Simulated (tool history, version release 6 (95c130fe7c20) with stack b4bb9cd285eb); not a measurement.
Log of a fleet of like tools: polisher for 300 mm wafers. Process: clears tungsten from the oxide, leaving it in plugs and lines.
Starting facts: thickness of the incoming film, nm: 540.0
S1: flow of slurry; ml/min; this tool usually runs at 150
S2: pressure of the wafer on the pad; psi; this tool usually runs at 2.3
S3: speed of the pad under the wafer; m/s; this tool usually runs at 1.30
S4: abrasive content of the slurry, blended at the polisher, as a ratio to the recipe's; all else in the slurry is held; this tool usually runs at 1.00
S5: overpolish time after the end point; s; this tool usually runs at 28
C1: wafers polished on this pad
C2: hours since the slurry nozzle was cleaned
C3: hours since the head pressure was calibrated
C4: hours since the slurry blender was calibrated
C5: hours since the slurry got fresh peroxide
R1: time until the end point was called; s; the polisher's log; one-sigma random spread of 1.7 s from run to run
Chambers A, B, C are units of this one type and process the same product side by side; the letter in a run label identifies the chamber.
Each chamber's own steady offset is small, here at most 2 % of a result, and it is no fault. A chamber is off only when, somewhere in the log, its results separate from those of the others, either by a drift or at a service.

run   hour   S1   S2    S3    S4  S5   C1     C2     C3     C4     C5      R1
       0.7  -- chamber B: worn pad replaced by a new one
 1A    4.4  150  2.3  1.30  1.00  28   69  115.0  244.0  266.5   57.0  123.73
 2B    7.6  150  2.3  1.30  1.00  28   34  317.8  388.6  183.7   39.8  120.64
 3C    9.8  150  2.3  1.30  1.00  28  190  125.0  299.9   95.2   54.8  121.64
 4C   13.1  150  2.3  1.30  1.00  28  207  128.3  303.2   98.5   58.1  123.88
      14.9  -- chamber C: slurry tank refilled with fresh slurry and peroxide
 5A   17.2  150  2.3  1.30  1.00  28  133  127.8  256.8  279.3   69.8  123.58
 6B   20.2  150  2.3  1.30  1.00  28   96  330.4  401.2  196.3   52.4  119.25
 7B   22.3  190  2.3  1.30  0.85  28  107  332.5  403.3  198.4   54.5  123.32
      22.5  -- chamber B: slurry blender recalibrated
      24.1  -- chamber A: slurry blender recalibrated
 8A   25.9  190  2.3  1.30  0.85  28  176  136.5  265.5    1.9   78.5  122.36
 9C   29.9  190  2.3  1.30  0.85  28  290  145.1  320.0  115.3   15.0  123.48
10B   32.2  150  2.3  1.30  1.00  28  156  342.4  413.2    9.7   64.4  120.79
11C   35.7  150  2.3  1.30  1.00  28  318  150.9  325.8  121.1   20.8  124.27
12A   39.2  150  2.3  1.46  0.70  28  242  149.8  278.8   15.2   91.8  116.24
13B   43.6  150  2.3  1.46  0.70  28  212  353.8  424.6   21.1   75.8  117.14
14A   47.0  150  2.3  1.46  0.70  28  280  157.6  286.6   23.0   99.6  118.95
15C   49.7  150  2.3  1.30  1.00  28  388  164.9  339.8  135.1   34.8  124.28
16B   52.2  150  2.3  1.30  1.00  28  255  362.4  433.2   29.7   84.4  128.58
17C   56.9  150  2.3  1.30  1.00  28  423  172.1  347.0  142.3   42.0  121.11
18A   59.0  150  2.3  1.30  1.00  28  340  169.6  298.6   35.0  111.6  123.43
19B   61.3  150  2.3  1.30  1.00  28  300  371.5  442.3   38.8   93.5  131.34
      62.1  -- chamber A: slurry tank refilled with fresh slurry and peroxide
20A   64.1  150  2.3  1.30  1.00  28  365  174.7  303.7   40.1    2.0  122.13
21C   66.5  150  2.3  1.30  1.00  39  471  181.7  356.6  151.9   51.6  125.27
22A   69.8  150  2.3  1.30  1.00  39  393  180.4  309.4   45.8    7.7  124.40
      72.2  -- chamber C: slurry tank refilled with fresh slurry and peroxide
23C   73.8  150  2.3  1.30  1.00  39  507  189.0  363.9  159.2    1.6  123.06
24B   76.7  150  2.3  1.30  1.00  28  376  386.9  457.7   54.2  108.9  135.54
25A   81.0  150  2.3  1.30  1.00  28  449  191.6  320.6   57.0   18.9  120.60
26C   84.1  150  2.3  1.30  1.00  28  558  199.3  374.2  169.5   11.9  125.41
27B   86.9  150  2.3  1.30  1.00  28  426  397.1  467.9   64.4  119.1  139.89
28B   91.2  150  2.3  1.30  1.00  28  448  401.4  472.2   68.7  123.4  142.07
29A   94.7  180  2.3  1.30  1.00  11  516  205.3  334.3   70.7   32.6  121.75
30C   98.0  180  2.3  1.30  1.00  11  627  213.2  388.1  183.4   25.8  124.33
31B  102.6  180  2.3  1.30  1.00  11  504  412.8  483.6   80.1  134.8  143.96

Is one chamber out of step, is the gauge drifting, or do the chambers differ by no more than their own small offsets? For an off chamber, give its letter and the likeliest cause.

One chamber, B, drifts off from the rest bit by bit.
Likeliest cause: peroxide lost from the slurry, % = 34.

Which of the 4 candidates below, each the usual settings with something changed and its results left as question marks, puts chamber B back in line with what the other chambers give on the usual settings?
In line means no further than this from the other chambers' mean on the usual settings: R1 6.00 s
32B-1  105.9  150  2.5  1.40  1.00  28                       ?
32B-2  105.9  155  2.3  1.60  1.05  28                       ?
32B-3  105.9  150  2.1  1.20  1.00  28                       ?
32B-4  105.9  150  1.8  1.30  1.00  28                       ?

Average result of the remaining chambers running the usual settings: R1 123.87 s
  run      R1
32B-1  125.04
32B-2  117.01
32B-3  172.95
32B-4  186.14
The answer is 32B-1, which returns the chamber to within the allowed miss of the others.
